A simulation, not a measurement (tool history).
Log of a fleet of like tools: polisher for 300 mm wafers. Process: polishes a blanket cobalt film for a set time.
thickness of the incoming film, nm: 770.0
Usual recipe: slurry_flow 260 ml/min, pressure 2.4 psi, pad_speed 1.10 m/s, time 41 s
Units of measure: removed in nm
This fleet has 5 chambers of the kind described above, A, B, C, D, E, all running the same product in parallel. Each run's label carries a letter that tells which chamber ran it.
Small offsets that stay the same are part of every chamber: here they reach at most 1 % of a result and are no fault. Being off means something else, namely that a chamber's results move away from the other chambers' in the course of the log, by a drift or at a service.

| run | hour | slurry_flow | pressure | pad_speed | time | wafers polished on this pad | hours since the slurry nozzle was cleaned | hours since the head pressure was calibrated | removed |
|---|---|---|---|---|---|---|---|---|---|
| 1B | 10.8 | 260 | 2.4 | 1.10 | 41 | 348 | 224.6 | 245.9 | 276.07 |
| 2A | 18.1 | 260 | 2.4 | 1.10 | 41 | 461 | 608.2 | 792.1 | 280.89 |
| 3E | 23.2 | 260 | 2.4 | 1.10 | 41 | 514 | 589.2 | 121.3 | 274.43 |
|  | 27.6 | chamber A: head pressure recalibrated |
|  | 29.5 | chamber C: head pressure recalibrated |
| 4C | 31.6 | 260 | 2.4 | 1.10 | 41 | 961 | 759.2 | 2.2 | 277.84 |
| 5D | 38.6 | 260 | 3.1 | 1.10 | 41 | 518 | 157.8 | 779.1 | 360.06 |
| 6A | 47.4 | 260 | 3.1 | 1.10 | 41 | 686 | 637.5 | 19.8 | 357.91 |
|  | 49.4 | chamber B: slurry nozzle cleaned |
| 7E | 53.4 | 260 | 3.1 | 1.10 | 41 | 745 | 619.4 | 151.5 | 353.91 |
| 8B | 64.5 | 260 | 3.1 | 1.10 | 41 | 760 | 15.2 | 299.6 | 360.96 |
| 9C | 70.3 | 260 | 3.1 | 1.10 | 41 | 1257 | 797.9 | 40.9 | 353.77 |
| 10D | 78.7 | 260 | 2.4 | 1.10 | 41 | 825 | 197.9 | 819.2 | 279.44 |
| 11A | 86.5 | 260 | 2.4 | 1.10 | 41 | 985 | 676.6 | 58.9 | 281.19 |
|  | 87.5 | chamber A: slurry nozzle cleaned |
| 12E | 93.6 | 260 | 2.4 | 1.10 | 41 | 1053 | 659.6 | 191.7 | 277.04 |
| 13B | 100.6 | 260 | 2.4 | 1.10 | 41 | 1036 | 51.3 | 335.7 | 280.03 |
|  | 102.5 | chamber B: worn pad replaced by a new one |
| 14D | 108.4 | 260 | 2.4 | 1.10 | 41 | 1052 | 227.6 | 848.9 | 277.67 |
| 15C | 116.3 | 260 | 2.4 | 1.10 | 41 | 1610 | 843.9 | 86.9 | 272.92 |
| 16E | 121.9 | 260 | 2.4 | 1.10 | 41 | 1270 | 687.9 | 220.0 | 277.76 |
|  | 129.1 | chamber C: slurry nozzle cleaned |
|  | 129.2 | chamber E: worn pad replaced by a new one |
| 17C | 132.3 | 260 | 2.4 | 1.10 | 41 | 1732 | 3.3 | 102.9 | 272.64 |
|  | 134.0 | chamber A: worn pad replaced by a new one |
| 18D | 138.5 | 260 | 2.4 | 1.10 | 41 | 1283 | 257.7 | 879.0 | 280.58 |
|  | 145.2 | chamber D: worn pad replaced by a new one |
| 19B | 148.0 | 260 | 2.4 | 1.10 | 41 | 348 | 98.7 | 383.1 | 275.57 |
|  | 155.6 | chamber D: slurry nozzle cleaned |
| 20A | 157.6 | 260 | 2.4 | 1.10 | 41 | 181 | 70.1 | 130.0 | 280.48 |
| 21D | 166.3 | 260 | 2.4 | 1.10 | 41 | 161 | 10.7 | 906.8 | 278.51 |
| 22C | 173.1 | 260 | 2.4 | 1.10 | 41 | 2045 | 44.1 | 143.7 | 270.04 |
| 23B | 184.1 | 260 | 2.4 | 1.10 | 41 | 625 | 134.8 | 419.2 | 277.87 |
| 24E | 192.9 | 260 | 2.4 | 1.10 | 33 | 488 | 758.9 | 291.0 | 221.85 |
|  | 194.9 | chamber E: head pressure recalibrated |
| 25A | 202.2 | 260 | 2.4 | 1.10 | 33 | 523 | 114.7 | 174.6 | 224.29 |
| 26E | 211.0 | 260 | 2.4 | 1.10 | 33 | 627 | 777.0 | 16.2 | 220.06 |
| 27A | 221.3 | 260 | 2.4 | 1.10 | 33 | 669 | 133.8 | 193.7 | 222.73 |
| 28C | 231.2 | 260 | 2.4 | 1.10 | 33 | 2490 | 102.2 | 201.8 | 212.81 |
| 29D | 240.7 | 315 | 2.4 | 1.34 | 41 | 731 | 85.1 | 981.2 | 352.05 |
|  | 245.7 | chamber B: worn pad replaced by a new one |
| 30B | 249.7 | 315 | 2.4 | 1.34 | 41 | 31 | 200.4 | 484.8 | 348.01 |
| 31D | 255.0 | 315 | 2.4 | 1.34 | 41 | 841 | 99.4 | 995.5 | 343.76 |
| 32B | 262.5 | 315 | 2.4 | 1.34 | 41 | 129 | 213.2 | 497.6 | 341.10 |
| 33A | 270.4 | 315 | 2.4 | 1.34 | 41 | 1045 | 182.9 | 242.8 | 349.41 |

All 5 chambers run these settings next. Forecast each chamber's results:
| 34A | 278.6 | 190 | 2.4 | 1.10 | 41 |  |  |  | ? |
| 34B | 278.6 | 190 | 2.4 | 1.10 | 41 |  |  |  | ? |
| 34C | 278.6 | 190 | 2.4 | 1.10 | 41 |  |  |  | ? |
| 34D | 278.6 | 190 | 2.4 | 1.10 | 41 |  |  |  | ? |
| 34E | 278.6 | 190 | 2.4 | 1.10 | 41 |  |  |  | ? |

| run | removed |
|---|---|
| 34A | 266.25 |
| 34B | 267.25 |
| 34C | 248.80 |
| 34D | 270.72 |
| 34E | 266.18 |
